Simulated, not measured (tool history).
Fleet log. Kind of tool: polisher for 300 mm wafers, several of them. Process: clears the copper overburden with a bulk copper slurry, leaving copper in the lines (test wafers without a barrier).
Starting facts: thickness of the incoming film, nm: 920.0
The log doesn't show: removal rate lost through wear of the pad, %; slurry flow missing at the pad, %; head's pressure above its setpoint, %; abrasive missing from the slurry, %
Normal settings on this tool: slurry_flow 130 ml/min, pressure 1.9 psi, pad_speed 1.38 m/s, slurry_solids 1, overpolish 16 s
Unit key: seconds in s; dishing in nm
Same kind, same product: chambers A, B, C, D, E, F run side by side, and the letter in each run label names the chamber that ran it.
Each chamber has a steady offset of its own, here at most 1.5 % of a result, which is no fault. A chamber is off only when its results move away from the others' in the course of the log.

run   hour  slurry_flow  pressure  pad_speed  slurry_solids  overpolish  wafers polished on this pad  hours since the slurry nozzle was cleaned  hours since the head pressure was calibrated  hours since the slurry blender was calibrated  seconds  dishing
       9.4  -- chamber A: worn pad replaced by a new one
      13.3  -- chamber E: worn pad replaced by a new one
 1F   15.5          130       1.9       1.38              1          16                          197                                      431.8                                           136                                          173.7   118.77   63.074
 2C   27.8          130       1.9       1.38              1          16                          802                                      141.6                                         194.7                                          221.1   120.16    61.58
        39  -- chamber B: slurry blender recalibrated
 3E   40.1          130       1.9       1.38              1          16                          212                                      279.2                                         585.8                                          221.4   122.34   61.271
      47.1  -- chamber C: slurry blender recalibrated
 4A     54          130       1.9       1.38              1          16                          353                                      323.2                                          83.8                                            136   123.78   64.026
 5D   64.8          130       1.9       1.38              1          16                          866                                      159.6                                         349.8                                          270.8   124.21   63.854
      69.1  -- chamber C: worn pad replaced by a new one
      72.2  -- chamber F: slurry nozzle cleaned
 6B   75.9          130       1.9       1.38              1          16                          681                                      421.9                                         468.4                                             37   118.96   60.594
      82.2  -- chamber D: worn pad replaced by a new one
 7D   90.1          130       1.9       1.58            0.9          16                           63                                      184.9                                         375.1                                          296.1   111.67   68.734
      96.8  -- chamber B: worn pad replaced by a new one
        98  -- chamber A: worn pad replaced by a new one
 8B  104.1          130       1.9       1.58            0.9          16                           58                                      450.1                                         496.6                                           65.2   108.57   67.475
     108.8  -- chamber E: slurry nozzle cleaned
 9A    117          130       1.9       1.58            0.9          16                          151                                      386.2                                         146.8                                            199   105.67   69.517
     124.6  -- chamber F: worn pad replaced by a new one
     125.6  -- chamber D: slurry blender recalibrated
     126.7  -- chamber E: worn pad replaced by a new one
10C  132.1          130       1.9       1.58            0.9          16                          499                                      245.9                                           299                                           85.1    109.1   66.636
11F  140.3          130       1.9       1.58            0.9          16                          125                                       68.2                                         260.8                                          298.5   107.45   68.442
12E  151.4          130       1.9       1.58            0.9          16                          196                                       42.7                                         697.1                                          332.7   102.97   71.399
       160  -- chamber B: head pressure recalibrated
13A  163.7          130       1.9       1.38              1          16                          520                                      432.9                                         193.5                                          245.7   124.06   63.348
14C  176.2          130       1.9       1.38              1          16                          848                                        290                                         343.1                                          129.2   123.58   63.966
     177.1  -- chamber A: worn pad replaced by a new one
15B  190.5          130       1.9       1.54           1.15          16                          742                                      536.5                                          30.6                                          151.6   106.47   67.677
     192.5  -- chamber B: worn pad replaced by a new one
16D  206.2          130       1.9       1.54           1.15          16                          982                                        301                                         491.2                                           80.6   105.31   68.903
     207.9  -- chamber D: worn pad replaced by a new one
     213.4  -- chamber C: worn pad replaced by a new one
17E  218.5          130       1.9       1.54           1.15          16                          727                                      109.8                                         764.2                                          399.8   99.325   71.601
     219.2  -- chamber F: slurry blender recalibrated
     219.6  -- chamber D: slurry nozzle cleaned
     220.9  -- chamber A: slurry nozzle cleaned
18F  232.8          130       1.9       1.54           1.15          16                          857                                      160.7                                         353.3                                           13.7   103.97   69.258
     240.2  -- chamber E: worn pad replaced by a new one
19F  246.5          130       1.9       1.54           1.15          16                          965                                      174.4                                           367                                           27.4   102.89   68.908
20E  254.9          130       1.9       1.54           1.15          16                          116                                      146.2                                         800.6                                          436.2   95.736    71.68
       263  -- chamber F: worn pad replaced by a new one
21D  269.5          130       1.9       1.38           1.25          16                          487                                         50                                         554.5                                          143.9   113.43   63.276
       272  -- chamber C: slurry blender recalibrated
     273.5  -- chamber A: worn pad replaced by a new one
22A  279.1          130       1.9       1.38           1.25          16                           44                                       58.3                                         308.9                                          361.1   119.27   64.749
23C  286.5          130       1.9       1.38           1.25          16                          579                                      400.3                                         453.4                                           14.6   112.86   64.063
     293.1  -- chamber C: slurry nozzle cleaned
24B    297          130       1.9       1.38           1.25          16                          827                                        643                                         137.1                                          258.1   114.87   63.959
     305.5  -- chamber B: worn pad replaced by a new one
25D  306.9          130       1.9       1.38           1.25          16                          783                                       87.4                                         591.9                                          181.3   116.02   64.667
     315.4  -- chamber D: worn pad replaced by a new one
     317.9  -- chamber E: slurry blender recalibrated
26C  322.1          130       1.9       1.38           1.25          16                          860                                       29.1                                           489                                           50.2   115.01    63.18
27A  332.7          130       1.9       1.38              1          16                          468                                      111.9                                         362.5                                          414.7   122.72   64.587
     339.7  -- chamber C: worn pad replaced by a new one
28B    341          130       1.9       1.38              1          16                          281                                        687                                         181.1                                          302.1   121.74   62.436
29F  348.6          130       1.9       1.38              1          16                          678                                      276.5                                         469.1                                          129.5   120.02   64.783
       358  -- chamber E: worn pad replaced by a new one
     359.9  -- chamber A: worn pad replaced by a new one
30E    361          130       1.9       1.38              1          16                           23                                      252.3                                         906.7                                           43.2   110.02   67.142
31E  373.7          130       1.9       1.38              1          16                          124                                        265                                         919.4                                           55.9   107.49   65.402
32C  385.5          130       1.9       1.38            0.7          11                          363                                       92.5                                         552.4                                          113.6   132.22   46.916
     388.6  -- chamber F: worn pad replaced by a new one
33D  395.6          130       1.9       1.38            0.7          11                          635                                      176.1                                         680.6                                            270   130.17   46.074
     405.4  -- chamber F: head pressure recalibrated
34A  406.2          130       1.9       1.38            0.7          11                          367                                      185.4                                           436                                          488.2   133.71   46.093
     410.4  -- chamber A: slurry blender recalibrated
     413.1  -- chamber B: worn pad replaced by a new one
35B  416.4          130       1.9       1.38            0.7          11                           26                                      762.4                                         256.5                                          377.5   126.87   46.349
     422.6  -- chamber A: head pressure recalibrated
36F    427          130       1.9       1.38            0.7          11                          304                                      354.9                                          21.6                                          207.9   129.63   47.215
37F    435          130       1.9       1.38            0.7          11                          367                                      362.9                                          29.6                                          215.9    131.7   47.367
38A  450.3          130       1.9       1.38              1          16                          716                                      229.5                                          27.7                                           39.9   122.46   64.599

Is one chamber off against the others, does the gauge drift, or is nothing wrong? If a chamber is off, say which, and what the likeliest cause is.

It is chamber E that slowly wanders off from its peers.
What lies behind it: head's pressure above its setpoint, % = 9.84.

Chamber E could run next with any of the 4 candidate recipes listed below; each alters the usual settings, and their results appear as question marks. Which one brings its results back in line with what the other chambers deliver on the usual settings?
In line here means within this much of the mean the other chambers give on the usual settings: seconds 7.2 s; dishing 4.5 nm
39E-1  461.7          130         2       1.44              1          16                                                                                                                                                                             ?        ?
39E-2  461.7          125       1.7       1.24              1          16                                                                                                                                                                             ?        ?
39E-3  461.7          130       1.8       1.32              1          16                                                                                                                                                                             ?        ?
39E-4  461.7          135       2.1       1.52              1          16                                                                                                                                                                             ?        ?

The mean the other chambers reach with the usual settings: seconds 121.39 s; dishing 63.203 nm
  run  seconds  dishing
39E-1   100.43   72.453
39E-2   137.99   58.464
39E-3   121.58   63.802
39E-4   90.017   77.476
With 39E-3, the chamber falls back in line with the rest.
